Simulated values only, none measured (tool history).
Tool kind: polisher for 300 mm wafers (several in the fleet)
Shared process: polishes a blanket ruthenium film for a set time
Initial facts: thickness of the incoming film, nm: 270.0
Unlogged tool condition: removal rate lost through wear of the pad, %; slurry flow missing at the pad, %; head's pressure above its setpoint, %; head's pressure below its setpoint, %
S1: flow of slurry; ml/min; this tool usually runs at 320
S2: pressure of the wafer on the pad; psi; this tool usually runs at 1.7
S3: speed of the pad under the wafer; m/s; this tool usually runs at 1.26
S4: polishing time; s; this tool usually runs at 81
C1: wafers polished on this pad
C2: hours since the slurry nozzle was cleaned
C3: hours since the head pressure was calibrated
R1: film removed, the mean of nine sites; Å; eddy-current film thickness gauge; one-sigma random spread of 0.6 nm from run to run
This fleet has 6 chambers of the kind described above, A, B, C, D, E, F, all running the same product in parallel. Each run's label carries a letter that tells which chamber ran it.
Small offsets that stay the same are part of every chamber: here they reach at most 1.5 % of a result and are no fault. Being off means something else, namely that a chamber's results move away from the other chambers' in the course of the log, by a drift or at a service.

run   hour   S1   S2    S3   S4    C1     C2      C3       R1
 1C    4.5  320  1.7  1.26   81   227   11.1   503.5   787.71
 2E    9.0  320  1.7  1.26   81   620  251.2   180.7   802.63
 3B   13.4  320  1.7  1.26   81   620   29.0   456.5   799.96
 4D   17.0  320  1.7  1.26   81   572   45.4    89.3   789.66
      20.2  -- chamber F: worn pad replaced by a new one
 5A   21.5  230  1.7  1.26   68   649  552.8    92.4   634.35
 6F   25.0  230  1.7  1.26   68    54  290.0  1069.8   658.90
 7E   27.8  230  1.7  1.26   68   832  270.0   199.5   651.24
 8F   32.1  230  1.7  1.26   68   134  297.1  1076.9   656.69
 9D   36.0  230  1.7  1.26   68   786   64.4   108.3   638.55
      36.5  -- chamber B: head pressure recalibrated
      38.2  -- chamber C: worn pad replaced by a new one
10B   41.4  230  1.7  1.26   68   935   57.0     4.9   647.36
      42.4  -- chamber C: head pressure recalibrated
11A   44.0  320  1.7  1.26   81   902  575.3   114.9   791.16
      45.1  -- chamber B: worn pad replaced by a new one
12C   47.8  320  1.7  1.26   81   108   54.4     5.5   785.84
      50.2  -- chamber A: worn pad replaced by a new one
13D   51.5  320  1.7  1.26   81   960   79.9   123.8   787.77
14C   54.3  320  1.7  1.26   81   181   60.9    12.0   786.36
15A   59.4  320  1.7  1.26   81   104  590.7   130.3   797.82
16B   64.8  320  1.7  1.26   81   222   80.4    28.3   799.98
17E   67.9  320  1.7  1.26   81  1283  310.1   239.6   793.04
18F   70.7  320  1.7  1.26  105   568  335.7  1115.5  1048.80
      75.2  -- chamber D: worn pad replaced by a new one
19C   75.9  320  1.7  1.26  105   424   82.5    33.6  1031.20
20A   79.3  320  1.7  1.26  105   328  610.6   150.2  1039.40
21F   83.7  320  1.7  1.26  105   715  348.7  1128.5  1043.70
      83.8  -- chamber F: worn pad replaced by a new one
22B   87.8  320  1.7  1.26  105   481  103.4    51.3  1028.80
23E   92.8  320  1.7  1.26  105  1563  335.0   264.5  1004.50
      96.0  -- chamber C: worn pad replaced by a new one
24D   96.7  320  1.7  1.26   81   242  125.1   169.0   780.94
25C  102.3  320  1.7  1.26   81    71  108.9    60.0   777.68
26E  105.8  320  1.7  1.26   81  1710  348.0   277.5   764.24
27D  108.7  320  1.7  1.26   81   377  137.1   181.0   786.94
28B  112.1  395  1.7  1.26   67   754  127.7    75.6   667.44
29F  117.6  395  1.7  1.26   67   380  382.6  1162.4   672.76
30A  123.2  395  1.7  1.26   67   821  654.5   194.1   664.40
31C  126.9  395  1.7  1.26   67   347  133.5    84.6   667.75
     127.6  -- chamber B: worn pad replaced by a new one
     128.0  -- chamber A: worn pad replaced by a new one
32D  129.6  395  1.7  1.26   67   612  158.0   201.9   665.15
     134.3  -- chamber F: worn pad replaced by a new one
33B  134.6  395  1.7  1.26   67    79  150.2    98.1   663.80
34E  137.7  320  1.7  1.26   81  2069  379.9   309.4   747.18
35F  140.3  320  1.7  1.26   81    68  405.3  1185.1   799.21
36A  144.9  320  1.7  1.26   81   191  676.2   215.8   784.00
37A  148.3  320  1.7  1.26   81   229  679.6   219.2   792.88
38F  151.0  320  1.7  1.26   81   188  416.0  1195.8   803.08
     153.2  -- chamber C: worn pad replaced by a new one
39B  156.0  320  1.7  1.26   81   320  171.6   119.5   793.21
40E  158.7  320  1.7  1.26   81  2305  400.9   330.4   725.69
41C  162.7  320  1.7  1.26   81   107  169.3   120.4   776.70

All chambers now run identical settings, listed one chamber a line with results as question marks. What results will each chamber show?
42A  166.8  320  1.7  1.26  81               ?
42B  166.8  320  1.7  1.26  81               ?
42C  166.8  320  1.7  1.26  81               ?
42D  166.8  320  1.7  1.26  81               ?
42E  166.8  320  1.7  1.26  81               ?
42F  166.8  320  1.7  1.26  81               ?

run      R1
42A  793.86
42B  801.23
42C  783.74
42D  783.84
42E  726.11
42F  805.59
